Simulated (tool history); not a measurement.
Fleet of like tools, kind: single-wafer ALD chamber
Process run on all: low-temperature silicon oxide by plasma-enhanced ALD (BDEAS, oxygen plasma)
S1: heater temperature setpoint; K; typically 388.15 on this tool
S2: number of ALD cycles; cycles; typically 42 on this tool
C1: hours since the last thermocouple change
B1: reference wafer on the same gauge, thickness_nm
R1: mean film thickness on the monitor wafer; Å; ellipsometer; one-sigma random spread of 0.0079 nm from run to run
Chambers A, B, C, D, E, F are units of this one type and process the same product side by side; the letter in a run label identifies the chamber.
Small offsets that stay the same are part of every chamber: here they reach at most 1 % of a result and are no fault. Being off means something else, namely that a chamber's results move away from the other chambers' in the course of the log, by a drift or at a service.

run 1D hour=8.9 | S1=388.15 S2=42 | C1=807 | B1=5.3167 | R1=58.892
run 2B hour=17.5 | S1=388.15 S2=42 | C1=1452.1 | B1=5.3182 | R1=57.931
run 3F hour=27.3 | S1=388.15 S2=42 | C1=1045.9 | B1=5.3189 | R1=58.351
run 4A hour=33.6 | S1=388.15 S2=42 | C1=84 | B1=5.3177 | R1=58.41
run 5C hour=40.4 | S1=388.15 S2=42 | C1=314.9 | B1=5.3179 | R1=57.743
run 6E hour=46.3 | S1=388.15 S2=42 | C1=547.2 | B1=5.3168 | R1=58.705
run 7E hour=51.3 | S1=388.15 S2=42 | C1=552.2 | B1=5.315 | R1=58.917
run 8F hour=60.3 | S1=388.15 S2=42 | C1=1078.9 | B1=5.3149 | R1=58.409
run 9D hour=68.7 | S1=388.15 S2=42 | C1=866.8 | B1=5.3147 | R1=58.706
run 10C hour=79.3 | S1=388.15 S2=42 | C1=353.8 | B1=5.3143 | R1=57.973
run 11A hour=84.6 | S1=388.15 S2=42 | C1=135 | B1=5.3108 | R1=58.136
run 12B hour=92.6 | S1=388.15 S2=42 | C1=1527.2 | B1=5.313 | R1=57.902
run 13B hour=98.6 | S1=380.15 S2=46 | C1=1533.2 | B1=5.3119 | R1=64.378
run 14F hour=108.6 | S1=380.15 S2=46 | C1=1127.2 | B1=5.3103 | R1=64.817
run 15A hour=114.4 | S1=380.15 S2=46 | C1=164.8 | B1=5.3096 | R1=64.843
run 16E hour=125.7 | S1=380.15 S2=46 | C1=626.6 | B1=5.3103 | R1=65.231
run 17D hour=131.9 | S1=380.15 S2=46 | C1=930 | B1=5.3122 | R1=65.195
run 18C hour=141.4 | S1=380.15 S2=46 | C1=415.9 | B1=5.309 | R1=64.061
run 19E hour=147.7 | S1=388.15 S2=42 | C1=648.6 | B1=5.3089 | R1=58.757
run 20F hour=156.9 | S1=388.15 S2=42 | C1=1175.5 | B1=5.3055 | R1=58.275
run 21B hour=163.6 | S1=388.15 S2=42 | C1=1598.2 | B1=5.3065 | R1=57.814
run 22C hour=174.1 | S1=388.15 S2=42 | C1=448.6 | B1=5.3049 | R1=57.835
run 23D hour=179.6 | S1=388.15 S2=42 | C1=977.7 | B1=5.3058 | R1=58.595
run 24A hour=189.5 | S1=388.15 S2=42 | C1=239.9 | B1=5.3039 | R1=58.4
run 25C hour=199.5 | S1=402.15 S2=36 | C1=474 | B1=5.3022 | R1=48.215
run 26F hour=205.7 | S1=402.15 S2=36 | C1=1224.3 | B1=5.3052 | R1=48.53
-- hour=206.9 chamber B: thermocouple changed; heater temperature recalibrated
run 27A hour=212.6 | S1=402.15 S2=36 | C1=263 | B1=5.3029 | R1=48.513
run 28D hour=220.4 | S1=402.15 S2=36 | C1=1018.5 | B1=5.3013 | R1=48.969
run 29B hour=231.4 | S1=402.15 S2=36 | C1=24.5 | B1=5.2996 | R1=48.228
run 30E hour=239 | S1=402.15 S2=36 | C1=739.9 | B1=5.302 | R1=48.88
run 31A hour=247.2 | S1=388.15 S2=50 | C1=297.6 | B1=5.2995 | R1=69.224
run 32C hour=257.7 | S1=388.15 S2=50 | C1=532.2 | B1=5.2983 | R1=68.843
run 33E hour=266.3 | S1=388.15 S2=50 | C1=767.2 | B1=5.2979 | R1=69.734
run 34F hour=276.4 | S1=388.15 S2=50 | C1=1295 | B1=5.2973 | R1=69.397
run 35D hour=284 | S1=388.15 S2=50 | C1=1082.1 | B1=5.2966 | R1=69.679
run 36B hour=292.5 | S1=388.15 S2=50 | C1=85.6 | B1=5.2971 | R1=68.845
run 37C hour=301.4 | S1=388.15 S2=42 | C1=575.9 | B1=5.294 | R1=57.571
run 38A hour=312.1 | S1=388.15 S2=42 | C1=362.5 | B1=5.2951 | R1=58.232
run 39D hour=320.4 | S1=388.15 S2=42 | C1=1118.5 | B1=5.293 | R1=58.441
run 40E hour=330.4 | S1=388.15 S2=42 | C1=831.3 | B1=5.2925 | R1=58.533
run 41F hour=337.7 | S1=388.15 S2=42 | C1=1356.3 | B1=5.2951 | R1=58.186
run 42B hour=346.1 | S1=388.15 S2=42 | C1=139.2 | B1=5.2903 | R1=57.831

Next, all 6 chambers run the settings below, one line each with question marks for the results. What does each chamber give?
run 43A hour=354.2 | S1=388.15 S2=42 | R1=?
run 43B hour=354.2 | S1=388.15 S2=42 | R1=?
run 43C hour=354.2 | S1=388.15 S2=42 | R1=?
run 43D hour=354.2 | S1=388.15 S2=42 | R1=?
run 43E hour=354.2 | S1=388.15 S2=42 | R1=?
run 43F hour=354.2 | S1=388.15 S2=42 | R1=?

run=43A R1=58.174
run=43B R1=57.757
run=43C R1=57.52
run=43D R1=58.526
run=43E R1=58.529
run=43F R1=58.156
